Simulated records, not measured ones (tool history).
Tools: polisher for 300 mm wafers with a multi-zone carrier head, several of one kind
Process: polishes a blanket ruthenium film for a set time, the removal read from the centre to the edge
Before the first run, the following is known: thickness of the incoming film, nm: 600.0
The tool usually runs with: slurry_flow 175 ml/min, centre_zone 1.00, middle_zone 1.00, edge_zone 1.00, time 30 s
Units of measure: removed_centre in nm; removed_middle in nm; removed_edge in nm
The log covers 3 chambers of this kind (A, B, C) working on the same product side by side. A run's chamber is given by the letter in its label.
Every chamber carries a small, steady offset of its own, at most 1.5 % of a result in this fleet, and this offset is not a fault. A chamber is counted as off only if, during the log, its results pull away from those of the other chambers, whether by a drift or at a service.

| run | hour | slurry_flow | centre_zone | middle_zone | edge_zone | time | removed_centre | removed_middle | removed_edge |
|---|---|---|---|---|---|---|---|---|---|
|  | 1.3 | chamber C: worn pad replaced by a new one |
| 1A | 10.7 | 175 | 1.00 | 1.00 | 1.00 | 30 | 30.146 | 29.645 | 30.369 |
| 2C | 19.1 | 175 | 1.00 | 1.00 | 1.00 | 30 | 30.652 | 30.598 | 31.058 |
|  | 20.3 | chamber A: worn pad replaced by a new one |
| 3B | 27.2 | 175 | 1.00 | 1.00 | 1.00 | 30 | 29.921 | 30.642 | 30.558 |
| 4A | 37.3 | 175 | 1.00 | 1.00 | 1.00 | 30 | 30.176 | 30.071 | 31.178 |
| 5C | 48.7 | 175 | 1.00 | 1.00 | 1.00 | 30 | 30.817 | 30.567 | 30.589 |
| 6B | 60.6 | 175 | 1.00 | 1.00 | 1.00 | 30 | 30.971 | 30.120 | 30.783 |
| 7A | 74.0 | 175 | 1.00 | 1.00 | 1.00 | 30 | 30.586 | 30.106 | 30.578 |
| 8C | 89.2 | 175 | 1.00 | 1.00 | 1.00 | 30 | 29.953 | 30.093 | 31.110 |
| 9B | 97.6 | 175 | 1.00 | 1.00 | 1.00 | 30 | 30.572 | 30.254 | 30.494 |
|  | 102.3 | chamber B: slurry nozzle cleaned |
|  | 103.4 | chamber C: worn pad replaced by a new one |
| 10B | 106.2 | 175 | 1.00 | 1.00 | 1.00 | 30 | 30.459 | 30.740 | 30.672 |
|  | 108.4 | chamber A: worn pad replaced by a new one |
|  | 111.9 | chamber B: worn pad replaced by a new one |
| 11A | 119.8 | 175 | 1.00 | 1.00 | 1.00 | 30 | 31.082 | 29.507 | 30.569 |
| 12C | 127.3 | 175 | 1.00 | 1.00 | 1.00 | 30 | 30.114 | 30.141 | 30.659 |
| 13A | 134.7 | 175 | 1.00 | 1.00 | 1.00 | 30 | 30.749 | 30.555 | 30.680 |
| 14B | 143.8 | 175 | 1.00 | 1.00 | 1.00 | 30 | 30.439 | 31.041 | 30.552 |
|  | 150.3 | chamber A: slurry nozzle cleaned |
| 15C | 152.7 | 175 | 0.89 | 1.00 | 1.04 | 30 | 26.611 | 30.208 | 31.612 |
| 16B | 163.7 | 175 | 0.89 | 1.00 | 1.04 | 30 | 26.896 | 30.811 | 30.770 |
| 17A | 173.5 | 175 | 0.89 | 1.00 | 1.04 | 30 | 25.953 | 29.878 | 31.660 |
| 18C | 188.1 | 175 | 1.00 | 1.00 | 1.00 | 30 | 30.632 | 31.064 | 30.863 |
|  | 195.1 | chamber A: worn pad replaced by a new one |
| 19B | 198.4 | 175 | 1.00 | 1.00 | 1.00 | 30 | 30.896 | 30.155 | 30.788 |
|  | 209.2 | chamber C: worn pad replaced by a new one |
| 20C | 211.1 | 175 | 1.00 | 1.00 | 1.00 | 30 | 30.705 | 30.124 | 31.254 |
| 21A | 224.0 | 175 | 1.00 | 1.00 | 1.00 | 30 | 30.377 | 30.554 | 31.143 |
| 22C | 232.6 | 175 | 1.00 | 1.00 | 1.00 | 30 | 30.808 | 30.234 | 31.172 |
|  | 242.1 | chamber B: worn pad replaced by a new one |
| 23B | 246.2 | 195 | 1.00 | 1.00 | 1.00 | 39 | 39.748 | 40.564 | 40.408 |
|  | 247.6 | chamber A: edge zone pressure recalibrated |
|  | 250.7 | chamber C: slurry nozzle cleaned |
| 24A | 255.1 | 195 | 1.00 | 1.00 | 1.00 | 39 | 41.287 | 39.619 | 40.052 |
| 25C | 267.0 | 195 | 1.00 | 1.00 | 1.00 | 39 | 40.894 | 39.102 | 39.867 |
|  | 275.7 | chamber C: centre zone pressure recalibrated |
|  | 281.5 | chamber A: worn pad replaced by a new one |
| 26A | 282.2 | 175 | 1.00 | 1.00 | 1.00 | 30 | 30.245 | 30.329 | 31.230 |
|  | 296.6 | chamber C: edge zone pressure recalibrated |
| 27B | 297.2 | 175 | 1.00 | 1.00 | 1.00 | 30 | 30.685 | 29.807 | 30.284 |
| 28C | 310.5 | 175 | 1.00 | 1.00 | 1.00 | 30 | 31.965 | 30.600 | 30.256 |
|  | 316.3 | chamber C: worn pad replaced by a new one |
| 29B | 325.7 | 175 | 1.09 | 1.09 | 1.00 | 30 | 34.555 | 32.878 | 30.204 |
|  | 329.5 | chamber A: centre zone pressure recalibrated |
| 30A | 335.5 | 175 | 1.09 | 1.09 | 1.00 | 30 | 33.389 | 31.475 | 29.889 |
| 31C | 343.1 | 175 | 1.09 | 1.09 | 1.00 | 30 | 36.471 | 32.625 | 30.455 |
| 32A | 358.5 | 175 | 1.00 | 1.00 | 1.00 | 30 | 30.310 | 30.214 | 30.109 |
| 33B | 369.8 | 175 | 1.00 | 1.00 | 1.00 | 30 | 30.539 | 30.611 | 31.090 |
|  | 376.7 | chamber B: worn pad replaced by a new one |
| 34C | 379.9 | 175 | 1.00 | 1.00 | 1.00 | 37 | 40.893 | 38.007 | 38.420 |
| 35B | 392.3 | 175 | 1.00 | 1.00 | 1.00 | 37 | 37.487 | 37.345 | 38.196 |
|  | 392.8 | chamber A: worn pad replaced by a new one |
| 36A | 406.7 | 175 | 1.00 | 1.00 | 1.00 | 37 | 37.368 | 37.329 | 37.585 |
| 37B | 417.5 | 175 | 1.00 | 1.00 | 1.00 | 30 | 30.417 | 30.863 | 31.508 |
|  | 420.8 | chamber C: worn pad replaced by a new one |
| 38A | 429.9 | 175 | 1.00 | 1.00 | 1.00 | 30 | 30.354 | 29.917 | 30.951 |
| 39C | 438.5 | 175 | 1.00 | 1.00 | 1.00 | 30 | 32.995 | 30.344 | 30.817 |
| 40A | 446.6 | 175 | 1.00 | 1.00 | 1.00 | 30 | 30.750 | 29.880 | 30.496 |
| 41B | 461.9 | 175 | 1.00 | 1.00 | 1.00 | 30 | 30.502 | 30.702 | 30.778 |
| 42C | 472.0 | 175 | 1.00 | 1.00 | 1.00 | 30 | 32.768 | 30.382 | 30.912 |
| 43C | 484.3 | 140 | 1.00 | 1.00 | 1.00 | 30 | 31.529 | 29.532 | 29.829 |
| 44B | 496.7 | 140 | 1.00 | 1.00 | 1.00 | 30 | 29.404 | 29.534 | 29.316 |

What goes on in this fleet: one chamber off, a drifting gauge, or nothing beyond the chambers' own small offsets? Name the chamber and the cause, if any.

After it was serviced, chamber C no longer matches the other chambers.
Most likely cause: centre zone's pressure above its setpoint, % = 6.56.

Chamber C could run next with any of the 4 candidate recipes listed below; each alters the usual settings, and their results appear as question marks. Which one brings its results back in line with what the other chambers deliver on the usual settings?
Counts as in line when no further than this from what the other chambers average on the usual settings: removed_centre 1.200 nm; removed_middle 1.200 nm; removed_edge 1.100 nm
| 45C-1 | 507.8 | 170 | 0.95 | 1.02 | 1.01 | 30 | ? | ? | ? |
| 45C-2 | 507.8 | 180 | 1.10 | 0.96 | 0.98 | 31 | ? | ? | ? |
| 45C-3 | 507.8 | 180 | 1.06 | 0.98 | 0.99 | 30 | ? | ? | ? |
| 45C-4 | 507.8 | 170 | 0.90 | 1.04 | 1.02 | 29 | ? | ? | ? |

The other chambers' mean on the usual settings: removed_centre 30.422 nm; removed_middle 30.269 nm; removed_edge 30.553 nm
| run | removed_centre | removed_middle | removed_edge |
|---|---|---|---|
| 45C-1 | 31.051 | 30.473 | 30.921 |
| 45C-2 | 38.095 | 30.066 | 31.701 |
| 45C-3 | 35.405 | 29.649 | 30.830 |
| 45C-4 | 28.266 | 29.989 | 30.035 |
The answer is 45C-1, which returns the chamber to within the allowed miss of the others.
